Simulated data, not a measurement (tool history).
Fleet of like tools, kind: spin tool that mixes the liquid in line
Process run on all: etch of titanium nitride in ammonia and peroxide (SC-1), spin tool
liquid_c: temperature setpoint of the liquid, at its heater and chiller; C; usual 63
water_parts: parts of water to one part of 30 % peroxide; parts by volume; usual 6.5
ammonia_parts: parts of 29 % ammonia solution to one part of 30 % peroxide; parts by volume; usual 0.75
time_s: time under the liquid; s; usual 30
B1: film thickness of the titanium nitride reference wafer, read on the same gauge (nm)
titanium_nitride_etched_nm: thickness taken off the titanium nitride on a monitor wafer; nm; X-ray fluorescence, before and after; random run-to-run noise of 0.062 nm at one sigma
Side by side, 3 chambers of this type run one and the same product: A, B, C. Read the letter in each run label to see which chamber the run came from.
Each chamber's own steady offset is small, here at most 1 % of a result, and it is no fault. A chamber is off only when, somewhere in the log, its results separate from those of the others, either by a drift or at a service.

run 1C hour=2.6 | liquid_c=63 water_parts=6.5 ammonia_parts=0.75 time_s=30 | B1=100.000 | titanium_nitride_etched_nm=7.2068
run 2B hour=5.5 | liquid_c=63 water_parts=6.5 ammonia_parts=0.75 time_s=30 | B1=99.979 | titanium_nitride_etched_nm=7.0708
run 3A hour=10.7 | liquid_c=63 water_parts=6.5 ammonia_parts=0.75 time_s=30 | B1=100.030 | titanium_nitride_etched_nm=7.1116
run 4A hour=15.3 | liquid_c=63 water_parts=6.5 ammonia_parts=0.75 time_s=30 | B1=99.980 | titanium_nitride_etched_nm=7.1132
run 5C hour=19.3 | liquid_c=63 water_parts=6.5 ammonia_parts=0.35 time_s=30 | B1=99.994 | titanium_nitride_etched_nm=6.3164
run 6B hour=24.6 | liquid_c=63 water_parts=6.5 ammonia_parts=0.35 time_s=30 | B1=99.992 | titanium_nitride_etched_nm=6.3843
run 7B hour=29.5 | liquid_c=63 water_parts=6.5 ammonia_parts=0.35 time_s=30 | B1=100.010 | titanium_nitride_etched_nm=6.5199
run 8C hour=34.0 | liquid_c=63 water_parts=5.0 ammonia_parts=0.75 time_s=30 | B1=99.991 | titanium_nitride_etched_nm=8.1517
run 9A hour=39.0 | liquid_c=63 water_parts=5.0 ammonia_parts=0.75 time_s=30 | B1=99.995 | titanium_nitride_etched_nm=7.9063
run 10A hour=42.8 | liquid_c=63 water_parts=5.0 ammonia_parts=0.75 time_s=30 | B1=99.988 | titanium_nitride_etched_nm=7.8748
run 11C hour=45.8 | liquid_c=63 water_parts=6.5 ammonia_parts=0.75 time_s=30 | B1=100.010 | titanium_nitride_etched_nm=7.0847
run 12B hour=49.1 | liquid_c=63 water_parts=6.5 ammonia_parts=0.75 time_s=30 | B1=99.993 | titanium_nitride_etched_nm=7.3858
run 13C hour=53.6 | liquid_c=63 water_parts=6.5 ammonia_parts=0.75 time_s=30 | B1=99.997 | titanium_nitride_etched_nm=7.1261
run 14B hour=57.0 | liquid_c=63 water_parts=6.5 ammonia_parts=0.75 time_s=30 | B1=100.000 | titanium_nitride_etched_nm=7.3939
run 15A hour=61.3 | liquid_c=63 water_parts=6.5 ammonia_parts=0.75 time_s=30 | B1=100.010 | titanium_nitride_etched_nm=6.9267
run 16B hour=65.6 | liquid_c=63 water_parts=6.5 ammonia_parts=0.75 time_s=30 | B1=99.988 | titanium_nitride_etched_nm=7.4896
run 17C hour=70.2 | liquid_c=63 water_parts=6.5 ammonia_parts=0.75 time_s=30 | B1=99.994 | titanium_nitride_etched_nm=7.0915
run 18A hour=73.7 | liquid_c=63 water_parts=6.5 ammonia_parts=0.75 time_s=30 | B1=99.993 | titanium_nitride_etched_nm=6.9023
run 19A hour=77.6 | liquid_c=63 water_parts=6.5 ammonia_parts=0.75 time_s=30 | B1=100.010 | titanium_nitride_etched_nm=7.0504
run 20C hour=82.3 | liquid_c=63 water_parts=6.5 ammonia_parts=0.75 time_s=30 | B1=100.030 | titanium_nitride_etched_nm=7.1909
run 21B hour=84.9 | liquid_c=63 water_parts=6.5 ammonia_parts=0.75 time_s=30 | B1=100.020 | titanium_nitride_etched_nm=7.5300
run 22C hour=87.6 | liquid_c=63 water_parts=6.5 ammonia_parts=0.75 time_s=30 | B1=99.991 | titanium_nitride_etched_nm=7.0245

Is one chamber off against the others, does the gauge drift, or is nothing wrong? If a chamber is off, say which, and what the likeliest cause is.

Little by little, chamber B moves away from the other chambers.
What lies behind it: liquid hotter than its thermometer reads (K) = 1.03.

Which of the 4 candidates below, each the usual settings with something changed and its results left as question marks, puts chamber B back in line with what the other chambers give on the usual settings?
In-line tolerance around the mean of the other chambers on the usual settings: titanium_nitride_etched_nm 0.2100 nm
run 23B-1 hour=91.7 | liquid_c=62.5 water_parts=6.5 ammonia_parts=0.75 time_s=30 | titanium_nitride_etched_nm=?
run 23B-2 hour=91.7 | liquid_c=63.0 water_parts=5.5 ammonia_parts=0.75 time_s=30 | titanium_nitride_etched_nm=?
run 23B-3 hour=91.7 | liquid_c=62.0 water_parts=6.5 ammonia_parts=0.75 time_s=30 | titanium_nitride_etched_nm=?
run 23B-4 hour=91.7 | liquid_c=63.5 water_parts=6.5 ammonia_parts=0.75 time_s=30 | titanium_nitride_etched_nm=?

What the other chambers average on the usual settings: titanium_nitride_etched_nm 7.0878 nm
run=23B-1 titanium_nitride_etched_nm=7.3885
run=23B-2 titanium_nitride_etched_nm=8.2393
run=23B-3 titanium_nitride_etched_nm=7.1548
run=23B-4 titanium_nitride_etched_nm=7.8870
The right change is 23B-3: it brings the chamber back within the allowed miss of the others.

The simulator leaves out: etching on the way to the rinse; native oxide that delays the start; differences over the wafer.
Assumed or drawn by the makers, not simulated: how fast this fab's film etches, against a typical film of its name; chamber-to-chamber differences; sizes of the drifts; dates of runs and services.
